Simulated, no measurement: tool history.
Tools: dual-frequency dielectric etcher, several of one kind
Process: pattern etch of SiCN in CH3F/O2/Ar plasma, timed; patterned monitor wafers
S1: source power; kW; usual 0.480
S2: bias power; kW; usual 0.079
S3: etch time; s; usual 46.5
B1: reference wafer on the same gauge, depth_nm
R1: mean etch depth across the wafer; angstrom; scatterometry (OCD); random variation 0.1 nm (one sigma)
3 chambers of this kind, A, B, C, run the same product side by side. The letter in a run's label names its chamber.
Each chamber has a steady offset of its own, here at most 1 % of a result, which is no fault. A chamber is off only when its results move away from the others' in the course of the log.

{"run": "1A", "hour": 14.7, "S1": 0.48, "S2": 0.079, "S3": 46.5, "B1": 22.022, "R1": 192.26}
{"run": "2C", "hour": 26.8, "S1": 0.48, "S2": 0.079, "S3": 46.5, "B1": 21.995, "R1": 193.56}
{"run": "3B", "hour": 40.8, "S1": 0.48, "S2": 0.079, "S3": 46.5, "B1": 22.001, "R1": 193.31}
{"run": "4C", "hour": 53.5, "S1": 0.48, "S2": 0.079, "S3": 46.5, "B1": 21.99, "R1": 195.08}
{"run": "5B", "hour": 67.7, "S1": 0.48, "S2": 0.079, "S3": 46.5, "B1": 22.008, "R1": 193.14}
{"hour": 75.9, "done": "chamber C: source power generator calibrated"}
{"run": "6A", "hour": 82.6, "S1": 0.48, "S2": 0.079, "S3": 46.5, "B1": 21.998, "R1": 191.24}
{"hour": 91.8, "done": "chamber B: wet clean of the chamber"}
{"run": "7C", "hour": 96.9, "S1": 0.48, "S2": 0.079, "S3": 46.5, "B1": 21.973, "R1": 195.13}
{"run": "8B", "hour": 111.3, "S1": 0.48, "S2": 0.079, "S3": 46.5, "B1": 22.007, "R1": 193.9}
{"run": "9A", "hour": 127.5, "S1": 0.48, "S2": 0.079, "S3": 46.5, "B1": 22.004, "R1": 192.69}
{"run": "10C", "hour": 141.2, "S1": 0.48, "S2": 0.079, "S3": 46.5, "B1": 22.005, "R1": 191.6}
{"run": "11B", "hour": 148.5, "S1": 0.48, "S2": 0.079, "S3": 46.5, "B1": 21.994, "R1": 193.19}
{"run": "12A", "hour": 165.0, "S1": 0.48, "S2": 0.079, "S3": 46.5, "B1": 22.007, "R1": 192.93}
{"hour": 177.5, "done": "chamber C: wet clean of the chamber"}
{"run": "13C", "hour": 179.6, "S1": 0.48, "S2": 0.079, "S3": 46.5, "B1": 22.014, "R1": 187.11}
{"run": "14B", "hour": 192.6, "S1": 0.48, "S2": 0.079, "S3": 46.5, "B1": 21.993, "R1": 192.46}
{"run": "15A", "hour": 206.0, "S1": 0.48, "S2": 0.079, "S3": 46.5, "B1": 22.002, "R1": 190.81}
{"run": "16A", "hour": 219.9, "S1": 0.48, "S2": 0.079, "S3": 46.5, "B1": 22.008, "R1": 193.21}
{"run": "17C", "hour": 232.6, "S1": 0.48, "S2": 0.072, "S3": 34.5, "B1": 22.017, "R1": 133.83}
{"run": "18B", "hour": 240.1, "S1": 0.48, "S2": 0.072, "S3": 34.5, "B1": 21.988, "R1": 139.42}
{"run": "19A", "hour": 248.3, "S1": 0.48, "S2": 0.072, "S3": 34.5, "B1": 22.029, "R1": 137.95}
{"run": "20B", "hour": 263.4, "S1": 0.48, "S2": 0.079, "S3": 46.5, "B1": 22.018, "R1": 194.71}
{"run": "21C", "hour": 276.5, "S1": 0.48, "S2": 0.079, "S3": 39.5, "B1": 21.996, "R1": 159.21}
{"run": "22A", "hour": 284.3, "S1": 0.48, "S2": 0.079, "S3": 39.5, "B1": 22.005, "R1": 163.88}

All 3 chambers run these settings next. Forecast each chamber's results:
{"run": "23A", "hour": 296.2, "S1": 0.48, "S2": 0.079, "S3": 46.5, "R1": "?"}
{"run": "23B", "hour": 296.2, "S1": 0.48, "S2": 0.079, "S3": 46.5, "R1": "?"}
{"run": "23C", "hour": 296.2, "S1": 0.48, "S2": 0.079, "S3": 46.5, "R1": "?"}

run=23A R1=192.60
run=23B R1=195.33
run=23C R1=187.94
